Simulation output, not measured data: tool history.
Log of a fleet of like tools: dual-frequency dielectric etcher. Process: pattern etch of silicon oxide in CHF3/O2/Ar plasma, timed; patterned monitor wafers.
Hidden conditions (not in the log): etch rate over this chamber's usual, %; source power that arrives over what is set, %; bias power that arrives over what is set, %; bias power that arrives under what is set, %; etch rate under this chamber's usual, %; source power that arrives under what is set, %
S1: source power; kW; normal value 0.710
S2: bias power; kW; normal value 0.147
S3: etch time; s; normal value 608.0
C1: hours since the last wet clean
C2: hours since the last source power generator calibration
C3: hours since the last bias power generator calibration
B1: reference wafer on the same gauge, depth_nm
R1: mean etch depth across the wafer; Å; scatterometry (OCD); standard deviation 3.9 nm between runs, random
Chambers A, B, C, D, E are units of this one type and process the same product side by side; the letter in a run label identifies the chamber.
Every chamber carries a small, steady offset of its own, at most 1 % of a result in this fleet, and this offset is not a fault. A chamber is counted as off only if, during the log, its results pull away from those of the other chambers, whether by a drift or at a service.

| run | hour | S1 | S2 | S3 | C1 | C2 | C3 | B1 | R1 |
|---|---|---|---|---|---|---|---|---|---|
| 1D | 3.7 | 0.710 | 0.147 | 608.0 | 546.3 | 967.5 | 841.4 | 1109.7 | 12036.0 |
| 2C | 8.2 | 0.710 | 0.147 | 608.0 | 304.4 | 1942.5 | 411.3 | 1109.8 | 11913.0 |
| 3A | 11.2 | 0.710 | 0.147 | 608.0 | 161.7 | 175.5 | 2562.3 | 1110.2 | 12031.0 |
| 4B | 13.5 | 0.710 | 0.147 | 608.0 | 239.3 | 1269.0 | 2161.9 | 1110.1 | 12137.0 |
| 5E | 17.1 | 0.710 | 0.147 | 608.0 | 429.8 | 776.6 | 1812.2 | 1109.6 | 11993.0 |
| 6E | 22.1 | 0.710 | 0.147 | 608.0 | 434.8 | 781.6 | 1817.2 | 1109.9 | 12048.0 |
| 7D | 26.4 | 0.710 | 0.147 | 608.0 | 569.0 | 990.2 | 864.1 | 1111.3 | 12074.0 |
| 8C | 30.3 | 0.570 | 0.147 | 777.0 | 326.5 | 1964.6 | 433.4 | 1110.4 | 14040.0 |
| 9B | 34.4 | 0.570 | 0.147 | 777.0 | 260.2 | 1289.9 | 2182.8 | 1110.6 | 14134.0 |
| 10A | 39.0 | 0.570 | 0.147 | 777.0 | 189.5 | 203.3 | 2590.1 | 1110.0 | 14191.0 |
| 11E | 41.9 | 0.570 | 0.147 | 777.0 | 454.6 | 801.4 | 1837.0 | 1109.5 | 14059.0 |
| 12A | 46.3 | 0.570 | 0.147 | 777.0 | 196.8 | 210.6 | 2597.4 | 1110.3 | 14192.0 |
| 13C | 50.8 | 0.710 | 0.147 | 608.0 | 347.0 | 1985.1 | 453.9 | 1111.3 | 11904.0 |
| 14D | 53.4 | 0.710 | 0.147 | 608.0 | 596.0 | 1017.2 | 891.1 | 1110.6 | 12040.0 |
| 15B | 55.7 | 0.710 | 0.147 | 608.0 | 281.5 | 1311.2 | 2204.1 | 1110.5 | 12147.0 |
| 16E | 58.2 | 0.710 | 0.147 | 608.0 | 470.9 | 817.7 | 1853.3 | 1109.0 | 11987.0 |
|  | 61.1 | chamber E: wet clean of the chamber |
| 17B | 63.4 | 0.710 | 0.147 | 608.0 | 289.2 | 1318.9 | 2211.8 | 1109.3 | 12110.0 |
| 18D | 66.9 | 0.710 | 0.147 | 458.5 | 609.5 | 1030.7 | 904.6 | 1110.1 | 9128.6 |
| 19C | 71.3 | 0.710 | 0.147 | 458.5 | 367.5 | 2005.6 | 474.4 | 1109.7 | 8979.1 |
| 20A | 75.0 | 0.710 | 0.147 | 458.5 | 225.5 | 239.3 | 2626.1 | 1109.4 | 9102.8 |
| 21D | 77.8 | 0.710 | 0.147 | 458.5 | 620.4 | 1041.6 | 915.5 | 1110.2 | 9115.4 |
| 22A | 81.4 | 0.710 | 0.147 | 458.5 | 231.9 | 245.7 | 2632.5 | 1110.0 | 9077.8 |
| 23B | 85.1 | 0.710 | 0.147 | 736.0 | 310.9 | 1340.6 | 2233.5 | 1110.3 | 14666.0 |
| 24E | 88.0 | 0.710 | 0.147 | 736.0 | 26.9 | 847.5 | 1883.1 | 1110.1 | 14878.0 |
| 25C | 90.3 | 0.710 | 0.147 | 736.0 | 386.5 | 2024.6 | 493.4 | 1110.2 | 14545.0 |
|  | 92.4 | chamber C: wet clean of the chamber |
| 26B | 92.8 | 0.710 | 0.147 | 736.0 | 318.6 | 1348.3 | 2241.2 | 1109.1 | 14645.0 |
| 27A | 97.7 | 0.710 | 0.147 | 736.0 | 248.2 | 262.0 | 2648.8 | 1110.2 | 14527.0 |
| 28C | 101.4 | 0.710 | 0.147 | 608.0 | 9.0 | 2035.7 | 504.5 | 1110.6 | 11889.0 |
| 29D | 104.7 | 0.580 | 0.147 | 776.0 | 647.3 | 1068.5 | 942.4 | 1109.9 | 14238.0 |
| 30E | 107.2 | 0.580 | 0.147 | 776.0 | 46.1 | 866.7 | 1902.3 | 1109.9 | 14557.0 |
| 31C | 109.5 | 0.580 | 0.147 | 776.0 | 17.1 | 2043.8 | 512.6 | 1110.4 | 14080.0 |
| 32D | 114.2 | 0.580 | 0.147 | 776.0 | 656.8 | 1078.0 | 951.9 | 1110.6 | 14288.0 |
| 33E | 118.1 | 0.580 | 0.147 | 776.0 | 57.0 | 877.6 | 1913.2 | 1109.7 | 14574.0 |
| 34A | 121.4 | 0.710 | 0.147 | 608.0 | 271.9 | 285.7 | 2672.5 | 1110.6 | 12047.0 |
| 35B | 126.4 | 0.710 | 0.147 | 608.0 | 352.2 | 1381.9 | 2274.8 | 1110.7 | 12109.0 |
| 36E | 130.7 | 0.710 | 0.147 | 608.0 | 69.6 | 890.2 | 1925.8 | 1110.0 | 12330.0 |
| 37A | 133.9 | 0.710 | 0.147 | 608.0 | 284.4 | 298.2 | 2685.0 | 1110.3 | 12027.0 |

One chamber off, gauge drift, or nothing amiss beyond the chambers' own small offsets? If it is a chamber, which one, and what is the likeliest cause?

Chamber E came out of a service off from its peers and stayed that way.
Most likely cause: etch rate over this chamber's usual, % = 2.19.

Below are 4 candidate recipes for chamber E's next run, each the usual settings with a change, their results shown as question marks. Which of them brings E's results back in line with what the other chambers give on the usual settings?
In line here means within this much of the mean the other chambers give on the usual settings: R1 140.0 Å
| 38E-1 | 137.7 | 0.660 | 0.139 | 608.0 |  |  |  |  | ? |
| 38E-2 | 137.7 | 0.710 | 0.167 | 608.0 |  |  |  |  | ? |
| 38E-3 | 137.7 | 0.710 | 0.146 | 597.0 |  |  |  |  | ? |
| 38E-4 | 137.7 | 0.750 | 0.147 | 608.0 |  |  |  |  | ? |

Mean of the other chambers on the usual settings: R1 12027.0 Å
| run | R1 |
|---|---|
| 38E-1 | 11735.0 |
| 38E-2 | 12800.0 |
| 38E-3 | 12039.0 |
| 38E-4 | 12551.0 |
38E-3 is the one that brings the chamber's results back in line with the other chambers.
